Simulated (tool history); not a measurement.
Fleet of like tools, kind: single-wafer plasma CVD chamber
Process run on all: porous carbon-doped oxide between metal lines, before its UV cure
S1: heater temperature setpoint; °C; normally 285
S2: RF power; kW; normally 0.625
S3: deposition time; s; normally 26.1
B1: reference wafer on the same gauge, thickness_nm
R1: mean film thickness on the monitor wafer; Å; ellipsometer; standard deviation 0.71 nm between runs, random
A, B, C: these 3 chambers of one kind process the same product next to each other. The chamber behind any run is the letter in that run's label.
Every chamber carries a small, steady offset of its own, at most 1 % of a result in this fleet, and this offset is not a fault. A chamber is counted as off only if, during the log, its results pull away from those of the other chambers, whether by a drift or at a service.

run 1C day=0.204 | S1=285 S2=0.625 S3=26.1 | B1=177.01 | R1=1797.1
run 2B day=0.404 | S1=285 S2=0.625 S3=26.1 | B1=177.17 | R1=1798.5
run 3A day=0.608 | S1=285 S2=0.625 S3=26.1 | B1=177.13 | R1=1796.2
run 4C day=0.758 | S1=285 S2=0.625 S3=26.1 | B1=177.13 | R1=1808.9
run 5B day=0.983 | S1=285 S2=0.625 S3=26.1 | B1=177.02 | R1=1797.4
run 6A day=1.15 | S1=285 S2=0.625 S3=26.1 | B1=177.07 | R1=1804.2
-- day=1.325 chamber C: RF generator calibrated
run 7B day=1.454 | S1=285 S2=0.625 S3=26.1 | B1=177.15 | R1=1802.5
run 8A day=1.683 | S1=285 S2=0.68 S3=26.1 | B1=176.99 | R1=1919
run 9C day=1.938 | S1=285 S2=0.68 S3=26.1 | B1=176.97 | R1=1909.7
run 10C day=2.175 | S1=285 S2=0.68 S3=26.1 | B1=177.07 | R1=1920.6
run 11A day=2.329 | S1=285 S2=0.625 S3=26.1 | B1=176.97 | R1=1798.9
run 12B day=2.6 | S1=285 S2=0.625 S3=26.1 | B1=176.92 | R1=1810.3
run 13A day=2.817 | S1=285 S2=0.625 S3=26.1 | B1=177.07 | R1=1803.8
run 14C day=3.046 | S1=285 S2=0.625 S3=26.1 | B1=176.89 | R1=1798.6
run 15B day=3.229 | S1=276 S2=0.52 S3=26.1 | B1=176.86 | R1=1680.3
run 16A day=3.446 | S1=276 S2=0.52 S3=26.1 | B1=176.82 | R1=1686.2
run 17C day=3.679 | S1=276 S2=0.52 S3=26.1 | B1=177.02 | R1=1697.9
run 18B day=3.958 | S1=285 S2=0.625 S3=26.1 | B1=177.04 | R1=1784.3
run 19B day=4.117 | S1=285 S2=0.625 S3=26.1 | B1=177.03 | R1=1798.9
run 20A day=4.292 | S1=279 S2=0.685 S3=26.1 | B1=177.04 | R1=1979.9
-- day=4.554 chamber A: RF generator calibrated
run 21C day=4.604 | S1=279 S2=0.685 S3=26.1 | B1=177.03 | R1=1987.6
run 22B day=4.9 | S1=279 S2=0.685 S3=26.1 | B1=176.87 | R1=1971.7
run 23A day=5.192 | S1=285 S2=0.625 S3=26.1 | B1=176.94 | R1=1805.6
run 24C day=5.4 | S1=285 S2=0.625 S3=26.1 | B1=177 | R1=1801.5
run 25A day=5.642 | S1=285 S2=0.625 S3=26.1 | B1=177.11 | R1=1804.3
run 26C day=5.867 | S1=285 S2=0.625 S3=26.1 | B1=177.01 | R1=1802.3
run 27B day=6.079 | S1=285 S2=0.625 S3=26.1 | B1=176.87 | R1=1798.3
run 28A day=6.342 | S1=285 S2=0.625 S3=26.1 | B1=176.98 | R1=1808
run 29B day=6.596 | S1=285 S2=0.625 S3=26.1 | B1=176.96 | R1=1786.8
run 30C day=6.808 | S1=285 S2=0.625 S3=26.1 | B1=176.91 | R1=1804.4
run 31C day=7.096 | S1=285 S2=0.625 S3=26.1 | B1=176.86 | R1=1803.2
run 32A day=7.308 | S1=285 S2=0.625 S3=26.1 | B1=177 | R1=1791.5
run 33B day=7.567 | S1=278 S2=0.625 S3=26.1 | B1=176.79 | R1=1864.6
run 34C day=7.758 | S1=278 S2=0.625 S3=26.1 | B1=176.9 | R1=1894.6
run 35A day=8.017 | S1=278 S2=0.625 S3=26.1 | B1=176.9 | R1=1881

Which is it: a chamber that has drifted or been left off by a service, a gauge drift common to all chambers, or only each chamber's usual small offset? If a chamber is off, name it and its likeliest cause.

Beyond each chamber's small constant offset nothing stands out, and the gauge stays steady.
